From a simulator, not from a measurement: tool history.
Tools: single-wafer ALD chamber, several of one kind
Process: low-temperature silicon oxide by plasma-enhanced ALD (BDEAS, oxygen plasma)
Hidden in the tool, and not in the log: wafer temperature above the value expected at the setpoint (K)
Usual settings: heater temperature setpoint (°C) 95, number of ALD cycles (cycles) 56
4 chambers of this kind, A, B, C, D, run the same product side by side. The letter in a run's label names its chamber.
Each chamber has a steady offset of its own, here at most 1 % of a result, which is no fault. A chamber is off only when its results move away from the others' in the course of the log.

| run | hour | heater temperature setpoint (°C) | number of ALD cycles (cycles) | hours since the last thermocouple change | read-back reference wafer on the same gauge, thickness_nm | mean film thickness on the monitor wafer (angstrom) |
|---|---|---|---|---|---|---|
| 1B | 12.6 | 95 | 56 | 1630 | 9.3308 | 81.695 |
| 2A | 25.1 | 95 | 56 | 1069.3 | 9.3329 | 81.261 |
| 3C | 38.2 | 95 | 56 | 2907 | 9.3338 | 81.846 |
| 4D | 47.7 | 95 | 56 | 1377.5 | 9.3391 | 82.246 |
| 5B | 57.2 | 95 | 56 | 1674.6 | 9.3438 | 81.791 |
| 6C | 65.1 | 95 | 56 | 2933.9 | 9.3374 | 81.804 |
| 7D | 76.1 | 95 | 56 | 1405.9 | 9.3445 | 82.269 |
| 8A | 82.8 | 95 | 56 | 1127 | 9.3457 | 81.452 |
| 9D | 94.6 | 95 | 56 | 1424.4 | 9.3466 | 82.232 |
|  | 97.2 | chamber C: thermocouple changed; heater temperature recalibrated |
| 10B | 104.2 | 95 | 56 | 1721.6 | 9.3479 | 81.966 |
| 11C | 112.8 | 95 | 56 | 15.7 | 9.3501 | 81.959 |
| 12A | 121.6 | 104 | 56 | 1165.8 | 9.3489 | 79.527 |
| 13B | 135.1 | 104 | 56 | 1752.5 | 9.349 | 79.936 |
| 14C | 147 | 104 | 56 | 49.9 | 9.3567 | 80.035 |
| 15D | 154.7 | 104 | 56 | 1484.5 | 9.3567 | 80.44 |
| 16A | 162.9 | 95 | 56 | 1207.1 | 9.3596 | 81.615 |
| 17B | 169.2 | 95 | 56 | 1786.6 | 9.3602 | 81.933 |
| 18D | 179 | 103 | 56 | 1508.8 | 9.3602 | 80.411 |
| 19C | 191.1 | 103 | 56 | 94 | 9.3616 | 80.158 |
| 20A | 202.4 | 103 | 56 | 1246.6 | 9.3693 | 79.842 |
| 21A | 213.9 | 103 | 56 | 1258.1 | 9.3678 | 79.953 |
| 22C | 224.9 | 95 | 46 | 127.8 | 9.3698 | 67.457 |
| 23B | 235.2 | 95 | 46 | 1852.6 | 9.3715 | 67.428 |
| 24D | 242.3 | 95 | 46 | 1572.1 | 9.3723 | 67.876 |
| 25A | 252.9 | 95 | 46 | 1297.1 | 9.3734 | 67.103 |
| 26C | 261.8 | 95 | 56 | 164.7 | 9.3748 | 82.126 |
| 27D | 271.9 | 95 | 56 | 1601.7 | 9.3754 | 82.675 |
| 28B | 282.1 | 95 | 56 | 1899.5 | 9.3808 | 82.077 |
| 29B | 291.3 | 95 | 56 | 1908.7 | 9.3798 | 81.863 |
| 30D | 304.3 | 95 | 56 | 1634.1 | 9.3813 | 82.621 |

Is one chamber off against the others, does the gauge drift, or is nothing wrong? If a chamber is off, say which, and what the likeliest cause is.

The gauge drifts, so all chambers seem to drift together. No chamber is off.
Cause: gauge reads high (%) = 0.591.

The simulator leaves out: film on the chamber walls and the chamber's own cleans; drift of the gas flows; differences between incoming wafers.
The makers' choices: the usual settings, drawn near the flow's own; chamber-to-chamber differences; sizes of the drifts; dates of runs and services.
